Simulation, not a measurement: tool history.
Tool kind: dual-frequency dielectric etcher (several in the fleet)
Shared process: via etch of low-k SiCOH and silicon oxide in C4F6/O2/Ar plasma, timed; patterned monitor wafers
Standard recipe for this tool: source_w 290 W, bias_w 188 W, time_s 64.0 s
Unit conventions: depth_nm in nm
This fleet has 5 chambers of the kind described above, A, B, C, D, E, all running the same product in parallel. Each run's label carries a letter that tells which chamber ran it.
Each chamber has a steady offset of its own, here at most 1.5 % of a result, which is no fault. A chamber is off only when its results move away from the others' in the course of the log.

run   hour  source_w  bias_w  time_s  hours since the last wet clean  hours since the last source power generator calibration  hours since the last bias power generator calibration  read-back reference wafer on the same gauge, depth_nm  depth_nm
 1B   13.0       290     188    64.0                           288.7                                                   2143.2                                                 1943.7                                                 162.15    159.82
 2C   26.0       290     188    64.0                           158.4                                                   1687.0                                                 2724.1                                                 161.77    159.75
 3E   38.7       290     188    64.0                           388.8                                                   2026.5                                                   56.5                                                 162.00    160.17
      39.1  -- chamber A: wet clean of the chamber
 4A   45.0       290     188    64.0                             5.9                                                     59.1                                                 3100.9                                                 161.96    161.34
 5D   52.9       290     188    64.0                           515.0                                                    417.7                                                 1765.8                                                 161.82    158.54
      57.1  -- chamber D: wet clean of the chamber
 6E   60.4       290     188    64.0                           410.5                                                   2048.2                                                   78.2                                                 161.89    159.62
 7A   67.5       290     188    64.0                            28.4                                                     81.6                                                 3123.4                                                 162.23    161.21
 8C   75.7       290     188    64.0                           208.1                                                   1736.7                                                 2773.8                                                 161.97    160.16
 9B   87.4       290     188    64.0                           363.1                                                   2217.6                                                 2018.1                                                 161.93    159.40
10D   97.5       230     188    64.0                            40.5                                                    462.3                                                 1810.4                                                 161.93    144.84
11C  107.4       230     188    64.0                           239.8                                                   1768.4                                                 2805.5                                                 162.14    147.27
12D  120.0       230     188    64.0                            63.0                                                    484.8                                                 1832.9                                                 162.11    144.81
13A  129.4       230     188    64.0                            90.3                                                    143.5                                                 3185.3                                                 162.02    147.47
14E  136.3       230     188    64.0                           486.4                                                   2124.1                                                  154.1                                                 162.10    145.90
15B  147.6       290     188    64.0                           423.3                                                   2277.8                                                 2078.3                                                 161.79    158.64
16E  158.7       290     188    64.0                           508.8                                                   2146.5                                                  176.5                                                 161.97    159.68
     163.6  -- chamber B: wet clean of the chamber
17B  168.6       290     188    64.0                             5.1                                                   2298.8                                                 2099.3                                                 161.96    160.20
18A  176.7       290     157    80.0                           137.6                                                    190.8                                                 3232.6                                                 162.09    190.85
19D  187.9       290     157    80.0                           130.9                                                    552.7                                                 1900.8                                                 162.36    186.94
20C  200.9       290     157    80.0                           333.3                                                   1861.9                                                 2899.0                                                 161.86    188.41
21E  208.3       290     157    80.0                           558.4                                                   2196.1                                                  226.1                                                 161.93    189.37
22B  214.1       290     157    80.0                            50.6                                                   2344.3                                                 2144.8                                                 162.14    189.45
23A  221.8       290     188    81.5                           182.7                                                    235.9                                                 3277.7                                                 161.84    205.49
24C  230.6       290     188    81.5                           363.0                                                   1891.6                                                 2928.7                                                 162.08    202.70
25D  242.1       290     188    81.5                           185.1                                                    606.9                                                 1955.0                                                 162.08    201.84
26B  249.3       290     188    81.5                            85.8                                                   2379.5                                                 2180.0                                                 162.04    203.52
27C  260.4       290     188    81.5                           392.8                                                   1921.4                                                 2958.5                                                 162.06    204.77
     268.9  -- chamber C: wet clean of the chamber
28D  273.0       290     188    64.0                           216.0                                                    637.8                                                 1985.9                                                 161.92    157.17
29E  284.2       290     188    64.0                           634.3                                                   2272.0                                                  302.0                                                 162.02    164.00
30A  294.5       290     188    64.0                           255.4                                                    308.6                                                 3350.4                                                 161.95    161.94
31B  307.7       290     188    64.0                           144.2                                                   2437.9                                                 2238.4                                                 162.03    160.29
32D  315.9       290     188    64.0                           258.9                                                    680.7                                                 2028.8                                                 161.82    158.86
33E  325.3       290     188    64.0                           675.4                                                   2313.1                                                  343.1                                                 162.04    165.49
34A  334.1       290     223    64.0                           295.0                                                    348.2                                                 3390.0                                                 162.16    171.76
35C  341.7       290     223    64.0                            72.8                                                   2002.7                                                 3039.8                                                 162.02    171.55
36A  349.6       290     223    64.0                           310.5                                                    363.7                                                 3405.5                                                 161.88    170.68

Predict what each chamber gives when all 5 of them run the settings below next.
37A  359.2       290     188    64.0                                                                                                                                                                                                                ?
37B  359.2       290     188    64.0                                                                                                                                                                                                                ?
37C  359.2       290     188    64.0                                                                                                                                                                                                                ?
37D  359.2       290     188    64.0                                                                                                                                                                                                                ?
37E  359.2       290     188    64.0                                                                                                                                                                                                                ?

run  depth_nm
37A    162.22
37B    159.60
37C    161.15
37D    158.20
37E    165.67
